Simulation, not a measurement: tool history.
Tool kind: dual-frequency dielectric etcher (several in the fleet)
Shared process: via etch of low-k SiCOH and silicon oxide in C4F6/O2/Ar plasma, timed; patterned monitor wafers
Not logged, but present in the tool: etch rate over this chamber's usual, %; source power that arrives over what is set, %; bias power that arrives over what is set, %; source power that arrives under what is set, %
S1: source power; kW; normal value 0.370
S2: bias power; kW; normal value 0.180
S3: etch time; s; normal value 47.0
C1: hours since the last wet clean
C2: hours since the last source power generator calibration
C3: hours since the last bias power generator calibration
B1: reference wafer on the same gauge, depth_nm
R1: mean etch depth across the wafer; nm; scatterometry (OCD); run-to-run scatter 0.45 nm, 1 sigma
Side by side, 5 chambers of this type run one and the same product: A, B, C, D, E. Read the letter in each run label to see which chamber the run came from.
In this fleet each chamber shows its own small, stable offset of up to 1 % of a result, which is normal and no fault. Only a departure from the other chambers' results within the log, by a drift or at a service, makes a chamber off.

Run 1B, hour 6.0: usual settings; C1 161.8; C2 3135.5; C3 921.3; B1 127.10. Result: R1 117.800 nm.
Run 2E, hour 11.9: usual settings; C1 163.4; C2 1871.5; C3 13.8; B1 127.01. Result: R1 120.340 nm.
Run 3D, hour 16.9: usual settings; C1 284.7; C2 3151.0; C3 206.7; B1 127.08. Result: R1 117.370 nm.
Run 4C, hour 27.9: usual settings; C1 341.3; C2 3456.4; C3 1122.9; B1 126.86. Result: R1 118.400 nm.
Run 5A, hour 33.4: usual settings but S1 0.420 kW, S3 37.0 s; C1 303.0; C2 1790.9; C3 1257.5; B1 126.94. Result: R1 97.615 nm.
Run 6E, hour 38.8: usual settings but S1 0.420 kW, S3 37.0 s; C1 190.3; C2 1898.4; C3 40.7; B1 126.96. Result: R1 98.787 nm.
Run 7A, hour 45.9: usual settings but S1 0.420 kW, S3 37.0 s; C1 315.5; C2 1803.4; C3 1270.0; B1 126.90. Result: R1 97.981 nm.
Run 8D, hour 52.9: usual settings but S1 0.420 kW, S3 37.0 s; C1 320.7; C2 3187.0; C3 242.7; B1 126.93. Result: R1 97.539 nm.
Run 9C, hour 63.9: usual settings but S1 0.420 kW, S3 37.0 s; C1 377.3; C2 3492.4; C3 1158.9; B1 126.99. Result: R1 97.945 nm.
Run 10B, hour 72.2: usual settings; C1 228.0; C2 3201.7; C3 987.5; B1 127.13. Result: R1 117.630 nm.
Run 11D, hour 80.9: usual settings; C1 348.7; C2 3215.0; C3 270.7; B1 127.02. Result: R1 117.240 nm.
Run 12E, hour 86.6: usual settings; C1 238.1; C2 1946.2; C3 88.5; B1 127.06. Result: R1 119.380 nm.
Run 13B, hour 94.0: usual settings; C1 249.8; C2 3223.5; C3 1009.3; B1 126.93. Result: R1 118.060 nm.
At hour 97.9: chamber A: wet clean of the chamber.
Run 14A, hour 101.8: usual settings; C1 4.0; C2 1859.3; C3 1325.9; B1 126.99. Result: R1 123.880 nm.
Run 15C, hour 112.3: usual settings; C1 425.7; C2 3540.8; C3 1207.3; B1 127.07. Result: R1 118.670 nm.
Run 16A, hour 118.5: usual settings; C1 20.7; C2 1876.0; C3 1342.6; B1 126.98. Result: R1 123.790 nm.
Run 17C, hour 126.7: usual settings; C1 440.1; C2 3555.2; C3 1221.7; B1 126.96. Result: R1 119.050 nm.
Run 18D, hour 132.9: usual settings; C1 400.7; C2 3267.0; C3 322.7; B1 126.92. Result: R1 116.470 nm.
Run 19E, hour 141.2: usual settings; C1 292.7; C2 2000.8; C3 143.1; B1 126.94. Result: R1 119.990 nm.
Run 20B, hour 146.4: usual settings; C1 302.2; C2 3275.9; C3 1061.7; B1 126.95. Result: R1 117.870 nm.
Run 21D, hour 154.7: usual settings; C1 422.5; C2 3288.8; C3 344.5; B1 126.95. Result: R1 116.380 nm.
Run 22A, hour 160.5: usual settings; C1 62.7; C2 1918.0; C3 1384.6; B1 126.98. Result: R1 123.620 nm.
Run 23B, hour 167.3: usual settings; C1 323.1; C2 3296.8; C3 1082.6; B1 126.95. Result: R1 118.810 nm.
Run 24C, hour 175.4: usual settings; C1 488.8; C2 3603.9; C3 1270.4; B1 126.99. Result: R1 118.220 nm.
Run 25E, hour 184.6: usual settings; C1 336.1; C2 2044.2; C3 186.5; B1 127.05. Result: R1 119.990 nm.
Run 26E, hour 195.1: usual settings; C1 346.6; C2 2054.7; C3 197.0; B1 126.94. Result: R1 119.360 nm.
Run 27B, hour 200.8: usual settings; C1 356.6; C2 3330.3; C3 1116.1; B1 127.08. Result: R1 118.510 nm.
Run 28A, hour 206.0: usual settings; C1 108.2; C2 1963.5; C3 1430.1; B1 127.06. Result: R1 123.690 nm.
At hour 207.3: chamber B: wet clean of the chamber.
At hour 212.0: chamber B: source power generator calibrated.
Run 29C, hour 214.7: usual settings but S2 0.147 kW, S3 57.5 s; C1 528.1; C2 3643.2; C3 1309.7; B1 127.12. Result: R1 136.230 nm.
At hour 218.6: chamber C: wet clean of the chamber.
Run 30D, hour 221.8: usual settings but S2 0.147 kW, S3 57.5 s; C1 489.6; C2 3355.9; C3 411.6; B1 127.05. Result: R1 134.890 nm.
Run 31D, hour 226.9: usual settings but S2 0.147 kW, S3 57.5 s; C1 494.7; C2 3361.0; C3 416.7; B1 126.92. Result: R1 135.230 nm.
Run 32A, hour 234.4: usual settings but S2 0.147 kW, S3 57.5 s; C1 136.6; C2 1991.9; C3 1458.5; B1 127.09. Result: R1 142.060 nm.
Run 33E, hour 244.3: usual settings but S2 0.147 kW, S3 57.5 s; C1 395.8; C2 2103.9; C3 246.2; B1 126.91. Result: R1 138.260 nm.
Run 34B, hour 251.8: usual settings; C1 44.5; C2 39.8; C3 1167.1; B1 127.01. Result: R1 119.020 nm.
At hour 253.6: chamber D: wet clean of the chamber.
Run 35C, hour 260.7: usual settings; C1 42.1; C2 3689.2; C3 1355.7; B1 127.08. Result: R1 117.900 nm.
Run 36D, hour 270.5: usual settings; C1 17.0; C2 3404.6; C3 460.3; B1 126.90. Result: R1 117.510 nm.
At hour 279.0: chamber E: wet clean of the chamber.
Run 37B, hour 279.1: usual settings but S3 51.0 s; C1 71.8; C2 67.1; C3 1194.4; B1 127.09. Result: R1 127.640 nm.
Run 38A, hour 284.2: usual settings but S3 51.0 s; C1 186.4; C2 2041.7; C3 1508.3; B1 126.87. Result: R1 134.380 nm.
Run 39E, hour 291.3: usual settings but S3 51.0 s; C1 12.3; C2 2150.9; C3 293.2; B1 126.93. Result: R1 130.080 nm.

All chambers now run identical settings, listed one chamber a line with results as question marks. What results will each chamber show?
Run 40A, hour 299.2: usual settings but S3 37.5 s. Result: R1 ?.
Run 40B, hour 299.2: usual settings but S3 37.5 s. Result: R1 ?.
Run 40C, hour 299.2: usual settings but S3 37.5 s. Result: R1 ?.
Run 40D, hour 299.2: usual settings but S3 37.5 s. Result: R1 ?.
Run 40E, hour 299.2: usual settings but S3 37.5 s. Result: R1 ?.

run      R1
40A  98.519
40B  94.002
40C  94.787
40D  93.866
40E  95.676
